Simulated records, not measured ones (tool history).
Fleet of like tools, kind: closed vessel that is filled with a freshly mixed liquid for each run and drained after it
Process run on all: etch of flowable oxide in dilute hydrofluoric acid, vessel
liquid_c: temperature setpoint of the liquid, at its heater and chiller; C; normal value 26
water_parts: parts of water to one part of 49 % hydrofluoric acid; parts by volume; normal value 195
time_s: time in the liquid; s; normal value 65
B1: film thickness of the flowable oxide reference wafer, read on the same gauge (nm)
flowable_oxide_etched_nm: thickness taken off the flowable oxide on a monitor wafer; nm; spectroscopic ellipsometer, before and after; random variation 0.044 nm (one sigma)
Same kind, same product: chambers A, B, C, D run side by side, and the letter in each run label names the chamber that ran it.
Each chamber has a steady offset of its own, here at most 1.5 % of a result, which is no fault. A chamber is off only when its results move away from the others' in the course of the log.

run 1B hour=10.5 | liquid_c=26 water_parts=195 time_s=65 | B1=130 | flowable_oxide_etched_nm=8.6551
run 2D hour=16.2 | liquid_c=26 water_parts=195 time_s=65 | B1=130 | flowable_oxide_etched_nm=8.6878
run 3A hour=28.3 | liquid_c=26 water_parts=195 time_s=65 | B1=129.99 | flowable_oxide_etched_nm=8.587
run 4C hour=38.6 | liquid_c=26 water_parts=195 time_s=65 | B1=129.98 | flowable_oxide_etched_nm=8.5434
run 5A hour=45.3 | liquid_c=26 water_parts=195 time_s=65 | B1=130.01 | flowable_oxide_etched_nm=8.6309
run 6C hour=53.5 | liquid_c=26 water_parts=195 time_s=65 | B1=130.02 | flowable_oxide_etched_nm=8.6061
run 7D hour=59.9 | liquid_c=26 water_parts=195 time_s=65 | B1=130 | flowable_oxide_etched_nm=8.6632
run 8B hour=67.1 | liquid_c=29 water_parts=195 time_s=65 | B1=130 | flowable_oxide_etched_nm=9.5517
run 9A hour=74.1 | liquid_c=29 water_parts=195 time_s=65 | B1=130.02 | flowable_oxide_etched_nm=9.6106
run 10D hour=86.2 | liquid_c=29 water_parts=195 time_s=65 | B1=130 | flowable_oxide_etched_nm=9.6564
run 11C hour=93.8 | liquid_c=29 water_parts=195 time_s=65 | B1=129.99 | flowable_oxide_etched_nm=9.6239
run 12B hour=104.2 | liquid_c=26 water_parts=195 time_s=65 | B1=130.02 | flowable_oxide_etched_nm=8.6474
run 13D hour=111.4 | liquid_c=26 water_parts=195 time_s=65 | B1=130.01 | flowable_oxide_etched_nm=8.7393
run 14C hour=120.4 | liquid_c=26 water_parts=195 time_s=65 | B1=130.02 | flowable_oxide_etched_nm=8.6068
run 15A hour=127.4 | liquid_c=26 water_parts=195 time_s=65 | B1=130 | flowable_oxide_etched_nm=8.5917
run 16B hour=139 | liquid_c=26 water_parts=195 time_s=65 | B1=130.01 | flowable_oxide_etched_nm=8.5748
run 17D hour=149.6 | liquid_c=26 water_parts=195 time_s=65 | B1=129.99 | flowable_oxide_etched_nm=8.7439
run 18B hour=159.6 | liquid_c=28.5 water_parts=195 time_s=65 | B1=129.99 | flowable_oxide_etched_nm=9.432
run 19A hour=167.6 | liquid_c=28.5 water_parts=195 time_s=65 | B1=129.98 | flowable_oxide_etched_nm=9.2652
run 20C hour=175.7 | liquid_c=28.5 water_parts=195 time_s=65 | B1=130.01 | flowable_oxide_etched_nm=9.4062
run 21A hour=184.2 | liquid_c=28.5 water_parts=195 time_s=65 | B1=130 | flowable_oxide_etched_nm=9.5216
run 22D hour=191.8 | liquid_c=26 water_parts=195 time_s=65 | B1=129.98 | flowable_oxide_etched_nm=8.6649
run 23C hour=201.9 | liquid_c=26 water_parts=195 time_s=65 | B1=130 | flowable_oxide_etched_nm=8.5943
run 24B hour=208.1 | liquid_c=26 water_parts=195 time_s=40 | B1=130 | flowable_oxide_etched_nm=5.2729
run 25A hour=215.5 | liquid_c=26 water_parts=195 time_s=40 | B1=129.99 | flowable_oxide_etched_nm=5.268
run 26C hour=226 | liquid_c=26 water_parts=195 time_s=40 | B1=130 | flowable_oxide_etched_nm=5.3166

Which is it: a chamber that has drifted or been left off by a service, a gauge drift common to all chambers, or only each chamber's usual small offset? If a chamber is off, name it and its likeliest cause.

No chamber stands off beyond its own small offset, and the gauge holds steady.
